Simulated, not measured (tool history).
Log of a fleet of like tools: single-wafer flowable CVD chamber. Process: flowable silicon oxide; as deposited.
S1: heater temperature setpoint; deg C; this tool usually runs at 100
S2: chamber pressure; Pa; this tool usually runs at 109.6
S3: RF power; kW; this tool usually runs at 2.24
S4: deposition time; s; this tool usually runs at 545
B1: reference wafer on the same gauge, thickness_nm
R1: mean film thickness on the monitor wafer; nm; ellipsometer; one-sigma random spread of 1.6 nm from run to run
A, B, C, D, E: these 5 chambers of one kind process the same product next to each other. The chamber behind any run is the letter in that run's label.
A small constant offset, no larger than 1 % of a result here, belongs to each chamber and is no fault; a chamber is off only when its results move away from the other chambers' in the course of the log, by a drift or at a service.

run	hour	S1	S2	S3	S4	B1	R1
1C	12.2	100	109.6	2.24	545	320.89	348.29
2D	22.5	100	109.6	2.24	545	320.77	347.71
3E	29.9	100	109.6	2.24	545	321.25	348
4A	38.3	100	109.6	2.24	545	321.05	349.78
5B	46	100	109.6	2.24	545	321.15	350.15
6E	54.3	100	109.6	2.24	545	320.81	350.39
7C	66.4	100	109.6	2.24	545	320.88	346.74
8D	75.8	100	109.6	2.24	545	320.98	349.55
9B	87.4	100	109.6	2.24	545	320.94	349.23
10A	94.3	100	109.6	2.24	545	320.99	348.49
11B	102.3	100	109.6	2.24	545	321.36	349.29
12D	115	100	109.6	2.24	545	320.78	348.38
13C	127.9	100	109.6	2.24	545	320.88	349.49
14A	142.2	100	109.6	2.24	545	321.07	346.64
15E	151.3	100	109.6	2.24	545	321.33	351.3
16C	162.3	100	109.6	2.24	545	321.07	349.34
17D	173	100	109.6	2.24	545	320.83	346.55
18B	181.9	100	109.6	2.24	545	320.96	345.63
19E	196.7	100	109.6	2.24	545	320.94	348.27
20A	208.1	100	109.6	2.24	545	320.56	348.79
21C	222.2	100	109.6	2.24	545	320.8	348.3
22D	234.2	100	109.6	2.24	545	320.98	349.68
23A	241.2	100	109.6	2.24	545	321.04	348.77
24B	251.3	100	109.6	2.24	545	321.1	346.88
25E	259.1	100	109.6	2.24	545	321.47	347.38
26D	271.5	100	109.6	2.24	545	320.71	348.26
27A	281.2	90	109.6	2.545	545	320.59	496.92
28B	290.3	90	109.6	2.545	545	321.28	488.65
29E	300.2	90	109.6	2.545	545	320.95	497.1
30C	307.7	90	109.6	2.545	545	320.65	491.06
31C	320.1	90	109.6	2.545	545	321.13	495.74
32B	334.6	95	121.5	2.24	545	320.59	452.98
33A	347.2	95	121.5	2.24	545	320.93	466.08
34E	357.9	95	121.5	2.24	545	320.76	470.27
35D	368.6	95	121.5	2.24	545	321.01	467.83
36C	376.1	95	121.5	2.24	545	320.92	469.18
37B	389.4	100	109.6	2.24	545	321.36	336.86
38A	399.5	100	109.6	2.24	545	321.28	349.11
39D	408.2	100	109.6	2.24	545	320.57	350.29
40E	422.9	100	109.6	2.24	545	321.05	347.29

Decide between three cases: one chamber stands off from its peers, the gauge reading all wafers drifts, or nothing is wrong past each chamber's small offset. Where a chamber is off, say which and what most likely put it there.

It is chamber B that slowly wanders off from its peers.
What lies behind it: wafer temperature above the value expected at the setpoint (K) = 1.12.
It could be hard to tell apart here from: true pressure below the setpoint (%).

Chamber B could run next with any of the 4 candidate recipes listed below; each alters the usual settings, and their results appear as question marks. Which one brings its results back in line with what the other chambers deliver on the usual settings?
Allowed miss from the other chambers' usual-settings mean, per result, to count as in line: R1 5.5 nm
41B-1	434.1	100	110.4	2.24	547		?
41B-2	434.1	99	110.3	2.24	547		?
41B-3	434.1	100	106.1	2.24	545		?
41B-4	434.1	100	108.8	2.24	543		?

What the other chambers average on the usual settings: R1 348.61 nm
run	R1
41B-1	339.15
41B-2	350.56
41B-3	321.51
41B-4	330.55
Change 41B-2 lands the chamber within the allowed miss of the other chambers.

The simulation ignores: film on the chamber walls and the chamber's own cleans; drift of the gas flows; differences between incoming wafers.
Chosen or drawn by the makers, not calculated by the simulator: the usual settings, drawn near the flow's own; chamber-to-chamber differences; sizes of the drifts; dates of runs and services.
